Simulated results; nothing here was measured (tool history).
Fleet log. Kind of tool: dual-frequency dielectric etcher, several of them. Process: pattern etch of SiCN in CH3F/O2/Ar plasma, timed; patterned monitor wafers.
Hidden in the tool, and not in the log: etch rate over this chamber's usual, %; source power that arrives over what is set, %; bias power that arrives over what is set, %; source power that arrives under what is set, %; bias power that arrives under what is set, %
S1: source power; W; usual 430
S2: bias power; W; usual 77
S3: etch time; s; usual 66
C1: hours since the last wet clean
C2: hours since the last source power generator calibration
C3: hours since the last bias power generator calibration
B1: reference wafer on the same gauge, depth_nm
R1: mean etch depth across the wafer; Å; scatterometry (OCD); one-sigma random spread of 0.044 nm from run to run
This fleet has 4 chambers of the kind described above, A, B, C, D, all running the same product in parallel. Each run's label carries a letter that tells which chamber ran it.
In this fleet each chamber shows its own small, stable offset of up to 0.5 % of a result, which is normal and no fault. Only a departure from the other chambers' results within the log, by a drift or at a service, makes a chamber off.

run,hour,S1,S2,S3,C1,C2,C3,B1,R1
1C,5.9,430,77,66,186.3,870,2020.3,30.486,259.9
2D,17,430,77,66,87.9,2272,244.3,30.486,259.21
3B,25.1,430,77,66,55.5,4433.7,1583.6,30.469,259.42
4A,33.6,430,77,66,378.2,2432.7,120.6,30.472,261.83
5B,39.4,430,77,66,69.8,4448,1597.9,30.456,259.98
6C,50.4,430,77,66,230.8,914.5,2064.8,30.436,259.6
7A,55.4,430,77,66,400,2454.5,142.4,30.454,261.48
8D,65.3,520,77,84.5,136.2,2320.3,292.6,30.446,355.99
9B,71.7,520,77,84.5,102.1,4480.3,1630.2,30.43,356.27
10D,78.4,520,77,84.5,149.3,2333.4,305.7,30.427,355.94
11A,88.9,520,77,84.5,433.5,2488,175.9,30.415,357.22
12C,99.9,430,77,66,280.3,964,2114.3,30.417,259.18
13B,108,430,77,66,138.4,4516.6,1666.5,30.411,259.29
14C,117.2,430,77,66,297.6,981.3,2131.6,30.397,259.61
15A,123.7,430,77,76.5,468.3,2522.8,210.7,30.382,302.18
16D,131.9,430,77,76.5,202.8,2386.9,359.2,30.384,300.62
17B,141.2,430,77,76.5,171.6,4549.8,1699.7,30.384,300.91
18D,146.2,430,77,76.5,217.1,2401.2,373.5,30.376,299.13
19A,155.2,430,77,66,499.8,2554.3,242.2,30.364,259.97
20C,160.5,430,77,66,340.9,1024.6,2174.9,30.355,259.24
21A,170.4,430,77,66,515,2569.5,257.4,30.361,260.39
22C,175.6,430,77,66,356,1039.7,2190,30.364,259.19
23D,182.7,430,77,66,253.6,2437.7,410,30.36,258.71
24B,188.1,430,77,83,218.5,4596.7,1746.6,30.339,326.05
25A,198,430,77,83,542.6,2597.1,285,30.343,327.12
26D,206.5,430,77,83,277.4,2461.5,433.8,30.331,324.8
27B,211.8,430,77,83,242.2,4620.4,1770.3,30.322,325.36
# hour 222.2: chamber C: wet clean of the chamber
28C,222.9,430,77,66,0.8,1087,2237.3,30.298,258.63
29A,227.8,430,77,66,572.4,2626.9,314.8,30.308,259.66
30D,236.7,430,77,66,307.6,2491.7,464,30.289,257.86
31B,245.3,430,77,66,275.7,4653.9,1803.8,30.277,258.04

Is one chamber out of step, is the gauge drifting, or do the chambers differ by no more than their own small offsets? For an off chamber, give its letter and the likeliest cause.

Every chamber seems to shift together because the gauge that measures them all drifts; the chambers themselves are fine.
Cause: gauge reads low (%) = 0.704.
